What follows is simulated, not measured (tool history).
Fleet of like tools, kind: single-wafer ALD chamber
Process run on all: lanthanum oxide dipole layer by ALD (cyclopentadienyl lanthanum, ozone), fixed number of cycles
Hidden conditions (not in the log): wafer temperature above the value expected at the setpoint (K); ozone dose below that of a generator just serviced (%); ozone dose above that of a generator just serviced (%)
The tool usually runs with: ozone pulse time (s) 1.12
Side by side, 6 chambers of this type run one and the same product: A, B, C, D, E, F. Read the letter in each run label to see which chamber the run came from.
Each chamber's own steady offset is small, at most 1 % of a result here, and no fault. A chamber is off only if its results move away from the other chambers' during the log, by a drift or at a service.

run,hour,ozone pulse time (s),hours since the last thermocouple change,hours since the last ozone generator service,"read-back reference wafer on the same gauge, thickness_nm",mean film thickness on the monitor wafer (Å)
1C,5.5,1.12,848.5,776.3,0.41603,5.1624
2D,12.4,1.12,2079.2,1048.1,0.41599,5.1353
3B,18.8,1.12,2529.7,254.4,0.41615,5.1342
4F,23.7,1.12,294.0,1498.5,0.41606,5.2158
5A,30.9,1.12,1019.6,337.0,0.41586,5.1970
6E,39.1,1.53,113.7,1136.0,0.41582,5.4603
7B,44.0,1.53,2554.9,279.6,0.41597,5.5116
8A,47.8,1.53,1036.5,353.9,0.41596,5.5540
9F,54.1,1.53,324.4,1528.9,0.41592,5.5168
10D,58.5,1.53,2125.3,1094.2,0.41594,5.4857
11C,64.4,1.53,907.4,835.2,0.41571,5.4974
12E,69.8,0.79,144.4,1166.7,0.41623,4.5262
13F,74.1,0.79,344.4,1548.9,0.41581,4.6317
14E,78.4,0.79,153.0,1175.3,0.41581,4.5223
15A,86.6,0.79,1075.3,392.7,0.41577,4.6196
16B,90.4,0.79,2601.3,326.0,0.41587,4.5474
17C,97.0,0.79,940.0,867.8,0.41637,4.5867
18D,101.7,1.12,2168.5,1137.4,0.41580,5.1418
19E,106.6,1.12,181.2,1203.5,0.41615,5.1252
20F,114.6,0.84,384.9,1589.4,0.41604,4.7560
21A,122.4,0.84,1111.1,428.5,0.41602,4.7462
22D,126.4,0.84,2193.2,1162.1,0.41594,4.6431
23B,133.4,0.84,2644.3,369.0,0.41617,4.6198
24C,138.1,0.84,981.1,908.9,0.41627,4.6677
25C,143.4,0.84,986.4,914.2,0.41579,4.7235
26E,147.1,1.12,221.7,1244.0,0.41610,5.1204
27D,155.5,1.12,2222.3,1191.2,0.41621,5.1495
28F,159.5,1.12,429.8,1634.3,0.41605,5.1946
29B,163.9,1.12,2674.8,399.5,0.41605,5.1087
30A,170.9,1.12,1159.6,477.0,0.41613,5.2079
31D,176.1,1.12,2242.9,1211.8,0.41581,5.1299
32B,181.6,1.12,2692.5,417.2,0.41605,5.0798
33C,187.5,0.79,1030.5,958.3,0.41616,4.5677
34E,195.1,0.79,269.7,1292.0,0.41579,4.5469
# hour 197.3: chamber A: thermocouple changed; heater temperature recalibrated
35F,200.6,0.79,470.9,1675.4,0.41565,4.6387
36A,204.8,0.79,7.5,510.9,0.41591,4.6233
37A,212.2,0.79,14.9,518.3,0.41578,4.6076
38E,216.3,0.79,290.9,1313.2,0.41584,4.5163
39B,221.3,1.12,2732.2,456.9,0.41598,5.0606
40C,225.5,1.12,1068.5,996.3,0.41615,5.1682
# hour 229.0: chamber F: ozone generator serviced
41D,234.0,1.12,2300.8,1269.7,0.41611,5.1283
42F,240.4,1.12,510.7,11.5,0.41597,5.1979

Does one chamber stand apart from the rest, does the shared gauge drift, or is all well apart from small per-chamber offsets? Give the chamber and the most likely cause, where there is one.

Little by little, chamber B moves away from the other chambers.
Most likely cause: ozone dose below that of a generator just serviced (%) = 7.43.

Chamber B could run next with any of the 4 candidate recipes listed below; each alters the usual settings, and their results appear as question marks. Which one brings its results back in line with what the other chambers deliver on the usual settings?
Allowed miss from the other chambers' usual-settings mean, per result, to count as in line: mean film thickness on the monitor wafer (Å) 0.0560
43B-1,246.6,1.22,,,,?
43B-2,246.6,1.15,,,,?
43B-3,246.6,1.09,,,,?
43B-4,246.6,1.02,,,,?

Average result of the remaining chambers running the usual settings: mean film thickness on the monitor wafer (Å) 5.1624
run,mean film thickness on the monitor wafer (Å)
43B-1,5.1424
43B-2,5.0595
43B-3,4.9793
43B-4,4.8739
It is 43B-1 that realigns the chamber with its peers.
